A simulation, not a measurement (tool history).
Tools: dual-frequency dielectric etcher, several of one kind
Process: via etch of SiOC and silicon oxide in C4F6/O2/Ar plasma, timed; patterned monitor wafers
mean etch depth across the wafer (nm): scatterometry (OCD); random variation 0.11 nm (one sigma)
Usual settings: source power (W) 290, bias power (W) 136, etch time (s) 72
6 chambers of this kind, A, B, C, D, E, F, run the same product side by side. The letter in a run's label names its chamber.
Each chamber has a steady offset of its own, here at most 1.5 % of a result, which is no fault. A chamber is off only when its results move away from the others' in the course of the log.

run   hour  source power (W)  bias power (W)  etch time (s)  read-back reference wafer on the same gauge, depth_nm  mean etch depth across the wafer (nm)
 1A    4.7               290             136             72                                                 73.251                                 65.832
 2D   12.7               290             136             72                                                 73.227                                 66.708
 3C   18.8               290             136             72                                                 73.243                                 65.762
 4F   25.5               290             136             72                                                 73.228                                 65.417
 5E   31.4               290             149             72                                                 73.269                                 67.943
 6B   36.1               290             149             72                                                 73.263                                 68.183
      39.9  -- chamber E: wet clean of the chamber
 7C     44               290             149             72                                                 73.295                                 68.026
 8D   48.3               290             149             72                                                 73.258                                 68.505
 9F   54.7               290             149             72                                                 73.322                                 67.622
10A   64.3               290             149             72                                                 73.301                                 67.744
11B   73.1               290             136             64                                                 73.353                                 58.788
12E     79               290             136             64                                                 73.312                                 58.698
13A   83.8               290             136             64                                                  73.36                                 58.691
      88.5  -- chamber A: wet clean of the chamber
14C   92.5               290             136             64                                                 73.331                                 58.687
15F   96.7               290             136             64                                                 73.365                                 58.429
16E    104               290             136             64                                                 73.389                                 58.824
17D  112.7               290             136             72                                                 73.364                                 66.746
18B  119.6               290             136             72                                                 73.381                                  66.15
19F  126.5               290             136           54.5                                                 73.459                                 49.801
20B  132.1               290             136           54.5                                                  73.44                                 50.123
21C  138.6               290             136           54.5                                                 73.433                                 49.989
22D  143.5               290             136           54.5                                                  73.45                                 50.593
23A  149.8               290             136           54.5                                                 73.446                                 49.971
24E  157.9               290             136           54.5                                                 73.457                                  49.79
25A  163.2               290             136             72                                                 73.478                                 66.114
26F  170.1               290             136             72                                                 73.493                                 65.906
27C  179.1               290             136             72                                                 73.527                                 66.254
28B    187               290             136           55.5                                                 73.514                                 51.277
29E  193.6               290             136           55.5                                                 73.543                                  50.92
30D    199               290             136           55.5                                                 73.559                                 51.565
31A  205.6               290             136           55.5                                                  73.58                                 51.069
32C  214.3               290             136           55.5                                                 73.581                                 50.962
33E  218.7               290             136           55.5                                                 73.589                                 50.886
34F  225.2               290             136             72                                                 73.619                                 65.888
35D  231.4               330             109             72                                                 73.612                                 65.914
36B  235.9               330             109             72                                                 73.629                                 65.476
37A  244.5               330             109             72                                                  73.61                                 65.178
     246.7  -- chamber D: wet clean of the chamber
38D  248.8               330             109             72                                                 73.636                                 65.782
39E  255.2               330             109             72                                                 73.666                                 65.099
40F  261.7               330             109             72                                                 73.674                                 64.764
41B  271.4               290             157             72                                                 73.708                                 69.444
42C  280.4               290             157             72                                                 73.706                                 69.474

Next, every chamber runs the same settings. What will each give?
43A  287.4               290             136             72                                                                                             ?
43B  287.4               290             136             72                                                                                             ?
43C  287.4               290             136             72                                                                                             ?
43D  287.4               290             136             72                                                                                             ?
43E  287.4               290             136             72                                                                                             ?
43F  287.4               290             136             72                                                                                             ?

run  mean etch depth across the wafer (nm)
43A                                 66.188
43B                                 66.389
43C                                 66.455
43D                                 67.136
43E                                 66.313
43F                                 65.886
